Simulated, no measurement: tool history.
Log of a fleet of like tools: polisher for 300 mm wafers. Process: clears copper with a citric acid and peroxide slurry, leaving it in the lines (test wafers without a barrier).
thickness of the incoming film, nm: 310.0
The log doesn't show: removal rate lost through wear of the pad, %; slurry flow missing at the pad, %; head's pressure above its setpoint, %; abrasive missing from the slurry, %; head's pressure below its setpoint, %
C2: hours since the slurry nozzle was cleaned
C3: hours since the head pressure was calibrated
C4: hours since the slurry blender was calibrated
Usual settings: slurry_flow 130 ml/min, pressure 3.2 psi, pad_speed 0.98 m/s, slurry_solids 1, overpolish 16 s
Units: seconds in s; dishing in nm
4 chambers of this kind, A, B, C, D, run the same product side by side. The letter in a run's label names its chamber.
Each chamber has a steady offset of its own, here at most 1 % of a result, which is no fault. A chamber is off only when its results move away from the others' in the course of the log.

{"hour": 1.5, "done": "chamber C: slurry blender recalibrated"}
{"run": "1D", "hour": 6.6, "slurry_flow": 130, "pressure": 3.2, "pad_speed": 0.98, "slurry_solids": 1, "overpolish": 16, "wafers polished on this pad": 243, "C2": 170.3, "C3": 7.2, "C4": 109.3, "seconds": 115.19, "dishing": 25.473}
{"run": "2A", "hour": 16.4, "slurry_flow": 130, "pressure": 3.2, "pad_speed": 0.98, "slurry_solids": 1, "overpolish": 16, "wafers polished on this pad": 487, "C2": 230.3, "C3": 409, "C4": 21.7, "seconds": 115.53, "dishing": 26.233}
{"hour": 20.7, "done": "chamber D: slurry blender recalibrated"}
{"hour": 24.9, "done": "chamber C: slurry nozzle cleaned"}
{"run": "3B", "hour": 29.0, "slurry_flow": 130, "pressure": 3.2, "pad_speed": 0.98, "slurry_solids": 1, "overpolish": 16, "wafers polished on this pad": 359, "C2": 518.6, "C3": 476.6, "C4": 137.1, "seconds": 113.88, "dishing": 25.907}
{"run": "4C", "hour": 36.7, "slurry_flow": 130, "pressure": 3.2, "pad_speed": 0.98, "slurry_solids": 1, "overpolish": 16, "wafers polished on this pad": 412, "C2": 11.8, "C3": 219.2, "C4": 35.3, "seconds": 115.19, "dishing": 26.901}
{"hour": 39.0, "done": "chamber A: slurry nozzle cleaned"}
{"run": "5B", "hour": 45.4, "slurry_flow": 130, "pressure": 3.2, "pad_speed": 0.86, "slurry_solids": 1, "overpolish": 16, "wafers polished on this pad": 457, "C2": 535, "C3": 493, "C4": 153.5, "seconds": 132.13, "dishing": 23.766}
{"run": "6A", "hour": 59.0, "slurry_flow": 130, "pressure": 3.2, "pad_speed": 0.86, "slurry_solids": 1, "overpolish": 16, "wafers polished on this pad": 742, "C2": 20.1, "C3": 451.6, "C4": 64.3, "seconds": 128.35, "dishing": 23.759}
{"hour": 65.5, "done": "chamber A: head pressure recalibrated"}
{"run": "7C", "hour": 70.3, "slurry_flow": 130, "pressure": 3.2, "pad_speed": 0.86, "slurry_solids": 1, "overpolish": 16, "wafers polished on this pad": 614, "C2": 45.4, "C3": 252.8, "C4": 68.9, "seconds": 132.51, "dishing": 23.144}
{"run": "8D", "hour": 79.7, "slurry_flow": 130, "pressure": 3.2, "pad_speed": 0.86, "slurry_solids": 1, "overpolish": 16, "wafers polished on this pad": 681, "C2": 243.4, "C3": 80.3, "C4": 59, "seconds": 131.36, "dishing": 23.283}
{"run": "9B", "hour": 93.4, "slurry_flow": 130, "pressure": 3.2, "pad_speed": 0.98, "slurry_solids": 1, "overpolish": 16, "wafers polished on this pad": 745, "C2": 583, "C3": 541, "C4": 201.5, "seconds": 113.93, "dishing": 25.745}
{"run": "10D", "hour": 106.7, "slurry_flow": 130, "pressure": 3.2, "pad_speed": 0.98, "slurry_solids": 1, "overpolish": 16, "wafers polished on this pad": 843, "C2": 270.4, "C3": 107.3, "C4": 86, "seconds": 113.53, "dishing": 26.047}
{"run": "11C", "hour": 119.4, "slurry_flow": 130, "pressure": 3.2, "pad_speed": 0.98, "slurry_solids": 1, "overpolish": 16, "wafers polished on this pad": 908, "C2": 94.5, "C3": 301.9, "C4": 118, "seconds": 115.17, "dishing": 26.274}
{"hour": 119.6, "done": "chamber A: worn pad replaced by a new one"}
{"hour": 119.9, "done": "chamber D: worn pad replaced by a new one"}
{"hour": 121.9, "done": "chamber B: worn pad replaced by a new one"}
{"run": "12A", "hour": 133.6, "slurry_flow": 130, "pressure": 3.2, "pad_speed": 0.98, "slurry_solids": 1, "overpolish": 16, "wafers polished on this pad": 84, "C2": 94.7, "C3": 68.2, "C4": 138.9, "seconds": 113.04, "dishing": 26.644}
{"run": "13C", "hour": 146.8, "slurry_flow": 130, "pressure": 3.2, "pad_speed": 0.98, "slurry_solids": 1, "overpolish": 16, "wafers polished on this pad": 1072, "C2": 121.9, "C3": 329.3, "C4": 145.4, "seconds": 116.93, "dishing": 25.779}
{"run": "14D", "hour": 161.2, "slurry_flow": 130, "pressure": 3.2, "pad_speed": 0.98, "slurry_solids": 1, "overpolish": 16, "wafers polished on this pad": 247, "C2": 324.9, "C3": 161.8, "C4": 140.5, "seconds": 114.71, "dishing": 26.254}
{"hour": 165.1, "done": "chamber D: slurry blender recalibrated"}
{"run": "15A", "hour": 175.6, "slurry_flow": 130, "pressure": 3.2, "pad_speed": 0.98, "slurry_solids": 1, "overpolish": 16, "wafers polished on this pad": 336, "C2": 136.7, "C3": 110.2, "C4": 180.9, "seconds": 113.25, "dishing": 26.439}
{"run": "16B", "hour": 182.2, "slurry_flow": 130, "pressure": 3.2, "pad_speed": 0.98, "slurry_solids": 1, "overpolish": 16, "wafers polished on this pad": 361, "C2": 671.8, "C3": 629.8, "C4": 290.3, "seconds": 121.71, "dishing": 25.105}
{"run": "17C", "hour": 191.5, "slurry_flow": 130, "pressure": 3.2, "pad_speed": 0.98, "slurry_solids": 1, "overpolish": 16, "wafers polished on this pad": 1340, "C2": 166.6, "C3": 374, "C4": 190.1, "seconds": 115.56, "dishing": 25.941}
{"run": "18D", "hour": 201.3, "slurry_flow": 130, "pressure": 3.2, "pad_speed": 0.98, "slurry_solids": 1, "overpolish": 16, "wafers polished on this pad": 488, "C2": 365, "C3": 201.9, "C4": 36.2, "seconds": 116.6, "dishing": 25.616}
{"run": "19A", "hour": 215.7, "slurry_flow": 130, "pressure": 3.2, "pad_speed": 0.98, "slurry_solids": 1, "overpolish": 16, "wafers polished on this pad": 576, "C2": 176.8, "C3": 150.3, "C4": 221, "seconds": 113.96, "dishing": 25.991}
{"hour": 221.7, "done": "chamber C: worn pad replaced by a new one"}
{"run": "20B", "hour": 227.7, "slurry_flow": 130, "pressure": 3.2, "pad_speed": 0.98, "slurry_solids": 1, "overpolish": 16, "wafers polished on this pad": 634, "C2": 717.3, "C3": 675.3, "C4": 335.8, "seconds": 123.57, "dishing": 24.342}
{"run": "21D", "hour": 239.9, "slurry_flow": 130, "pressure": 3.2, "pad_speed": 0.98, "slurry_solids": 1, "overpolish": 16, "wafers polished on this pad": 719, "C2": 403.6, "C3": 240.5, "C4": 74.8, "seconds": 117.02, "dishing": 26.465}
{"hour": 243.0, "done": "chamber C: slurry blender recalibrated"}
{"run": "22B", "hour": 246.5, "slurry_flow": 130, "pressure": 3.2, "pad_speed": 0.98, "slurry_solids": 1, "overpolish": 16, "wafers polished on this pad": 746, "C2": 736.1, "C3": 694.1, "C4": 354.6, "seconds": 125.85, "dishing": 24.193}
{"run": "23A", "hour": 254.6, "slurry_flow": 130, "pressure": 3.2, "pad_speed": 0.98, "slurry_solids": 1, "overpolish": 16, "wafers polished on this pad": 809, "C2": 215.7, "C3": 189.2, "C4": 259.9, "seconds": 113.47, "dishing": 25.888}
{"run": "24C", "hour": 262.6, "slurry_flow": 130, "pressure": 3.2, "pad_speed": 0.98, "slurry_solids": 1, "overpolish": 16, "wafers polished on this pad": 245, "C2": 237.7, "C3": 445.1, "C4": 19.6, "seconds": 116.9, "dishing": 25.303}
{"run": "25C", "hour": 269.1, "slurry_flow": 130, "pressure": 3.2, "pad_speed": 0.98, "slurry_solids": 1, "overpolish": 16, "wafers polished on this pad": 284, "C2": 244.2, "C3": 451.6, "C4": 26.1, "seconds": 115.31, "dishing": 25.795}

Next, every chamber runs the same settings. What will each give?
{"run": "26A", "hour": 279.8, "slurry_flow": 130, "pressure": 3.2, "pad_speed": 0.98, "slurry_solids": 1, "overpolish": 16, "seconds": "?", "dishing": "?"}
{"run": "26B", "hour": 279.8, "slurry_flow": 130, "pressure": 3.2, "pad_speed": 0.98, "slurry_solids": 1, "overpolish": 16, "seconds": "?", "dishing": "?"}
{"run": "26C", "hour": 279.8, "slurry_flow": 130, "pressure": 3.2, "pad_speed": 0.98, "slurry_solids": 1, "overpolish": 16, "seconds": "?", "dishing": "?"}
{"run": "26D", "hour": 279.8, "slurry_flow": 130, "pressure": 3.2, "pad_speed": 0.98, "slurry_solids": 1, "overpolish": 16, "seconds": "?", "dishing": "?"}

run=26A seconds=114.79 dishing=26.322
run=26B seconds=129.71 dishing=24.105
run=26C seconds=115.44 dishing=26.324
run=26D seconds=113.33 dishing=26.268
